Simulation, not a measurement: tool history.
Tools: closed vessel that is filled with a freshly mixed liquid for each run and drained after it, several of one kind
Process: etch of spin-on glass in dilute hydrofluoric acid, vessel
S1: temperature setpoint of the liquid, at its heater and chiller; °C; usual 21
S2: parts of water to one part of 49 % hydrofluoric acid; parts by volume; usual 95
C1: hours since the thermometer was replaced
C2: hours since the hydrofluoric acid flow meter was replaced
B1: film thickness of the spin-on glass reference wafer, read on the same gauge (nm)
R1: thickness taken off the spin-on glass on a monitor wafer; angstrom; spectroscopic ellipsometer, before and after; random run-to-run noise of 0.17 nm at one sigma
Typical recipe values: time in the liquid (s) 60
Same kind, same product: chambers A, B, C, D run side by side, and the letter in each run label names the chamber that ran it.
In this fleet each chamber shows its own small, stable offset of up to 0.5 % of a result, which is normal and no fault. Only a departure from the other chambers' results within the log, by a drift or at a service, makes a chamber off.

Run 1D, hour 5.5: usual settings; C1 80.1; C2 1102.3; B1 40.054. Result: R1 174.15 angstrom.
Run 2C, hour 10.7: usual settings; C1 236.7; C2 204.7; B1 40.004. Result: R1 172.83 angstrom.
Run 3B, hour 14.3: usual settings; C1 183.6; C2 966.7; B1 39.987. Result: R1 172.53 angstrom.
Run 4A, hour 18.4: usual settings; C1 283.6; C2 552.7; B1 40.034. Result: R1 173.88 angstrom.
Run 5A, hour 25.9: usual settings; C1 291.1; C2 560.2; B1 40.016. Result: R1 177.39 angstrom.
Run 6C, hour 33.4: usual settings; C1 259.4; C2 227.4; B1 39.999. Result: R1 175.52 angstrom.
Run 7B, hour 39.6: usual settings; C1 208.9; C2 992; B1 40.012. Result: R1 176.4 angstrom.
Run 8D, hour 43: usual settings; C1 117.6; C2 1139.8; B1 40.01. Result: R1 176.23 angstrom.
Run 9D, hour 49: usual settings; C1 123.6; C2 1145.8; B1 39.968. Result: R1 173.56 angstrom.
Run 10C, hour 56.2: usual settings; C1 282.2; C2 250.2; B1 39.995. Result: R1 176.37 angstrom.
Run 11B, hour 62.4: usual settings; C1 231.7; C2 1014.8; B1 39.993. Result: R1 179.55 angstrom.
Run 12A, hour 67.8: usual settings; C1 333; C2 602.1; B1 40.011. Result: R1 175.97 angstrom.
Run 13D, hour 73.2: usual settings; C1 147.8; C2 1170; B1 39.998. Result: R1 173.15 angstrom.
Run 14A, hour 79.7: usual settings; C1 344.9; C2 614; B1 39.999. Result: R1 174.89 angstrom.
Run 15C, hour 86: usual settings; C1 312; C2 280; B1 39.968. Result: R1 173.56 angstrom.
Run 16B, hour 92.9: usual settings but S1 25.5 °C; C1 262.2; C2 1045.3; B1 40.016. Result: R1 220.36 angstrom.
Run 17D, hour 96.3: usual settings but S1 25.5 °C; C1 170.9; C2 1193.1; B1 39.986. Result: R1 206.26 angstrom.
Run 18C, hour 100.2: usual settings but S1 25.5 °C; C1 326.2; C2 294.2; B1 40.012. Result: R1 208.24 angstrom.
Run 19A, hour 107: usual settings but S1 25.5 °C; C1 372.2; C2 641.3; B1 40.006. Result: R1 212.42 angstrom.
Run 20B, hour 114: usual settings; C1 283.3; C2 1066.4; B1 39.983. Result: R1 187.39 angstrom.
Run 21B, hour 118.5: usual settings; C1 287.8; C2 1070.9; B1 39.985. Result: R1 190.55 angstrom.
Run 22D, hour 125.2: usual settings but S2 45 parts by volume; C1 199.8; C2 1222; B1 39.989. Result: R1 380.7 angstrom.
Run 23C, hour 130.7: usual settings but S2 45 parts by volume; C1 356.7; C2 324.7; B1 40.019. Result: R1 395.94 angstrom.
Run 24A, hour 135: usual settings but S2 45 parts by volume; C1 400.2; C2 669.3; B1 39.98. Result: R1 388.89 angstrom.
Run 25B, hour 140.3: usual settings but S2 45 parts by volume; C1 309.6; C2 1092.7; B1 40.03. Result: R1 431.23 angstrom.
Run 26C, hour 147.6: usual settings; C1 373.6; C2 341.6; B1 39.997. Result: R1 174.84 angstrom.
Run 27D, hour 151.8: usual settings; C1 226.4; C2 1248.6; B1 40.011. Result: R1 173.63 angstrom.

Is one chamber off against the others, does the gauge drift, or is nothing wrong? If a chamber is off, say which, and what the likeliest cause is.

Little by little, chamber B moves away from the other chambers.
Cause: hydrofluoric acid flow above the setpoint (%) = 10.2.
From this log alone, it may not be told apart from: liquid hotter than its thermometer reads (K).

Chamber B could run next with any of the 4 candidate recipes listed below; each alters the usual settings, and their results appear as question marks. Which one brings its results back in line with what the other chambers deliver on the usual settings?
In-line tolerance around the mean of the other chambers on the usual settings: R1 5.9 angstrom
Run 28B-1, hour 157.6: usual settings but S1 21.5 °C, time in the liquid (s) 65. Result: R1 ?.
Run 28B-2, hour 157.6: usual settings but S2 80 parts by volume. Result: R1 ?.
Run 28B-3, hour 157.6: usual settings but S2 105 parts by volume. Result: R1 ?.
Run 28B-4, hour 157.6: usual settings but time in the liquid (s) 50. Result: R1 ?.

Other chambers, usual settings, mean: R1 174.07 angstrom
  run      R1
28B-1  213.64
28B-2  233.17
28B-3  172.96
28B-4  161.01
28B-3 puts the chamber back in line with the other chambers.
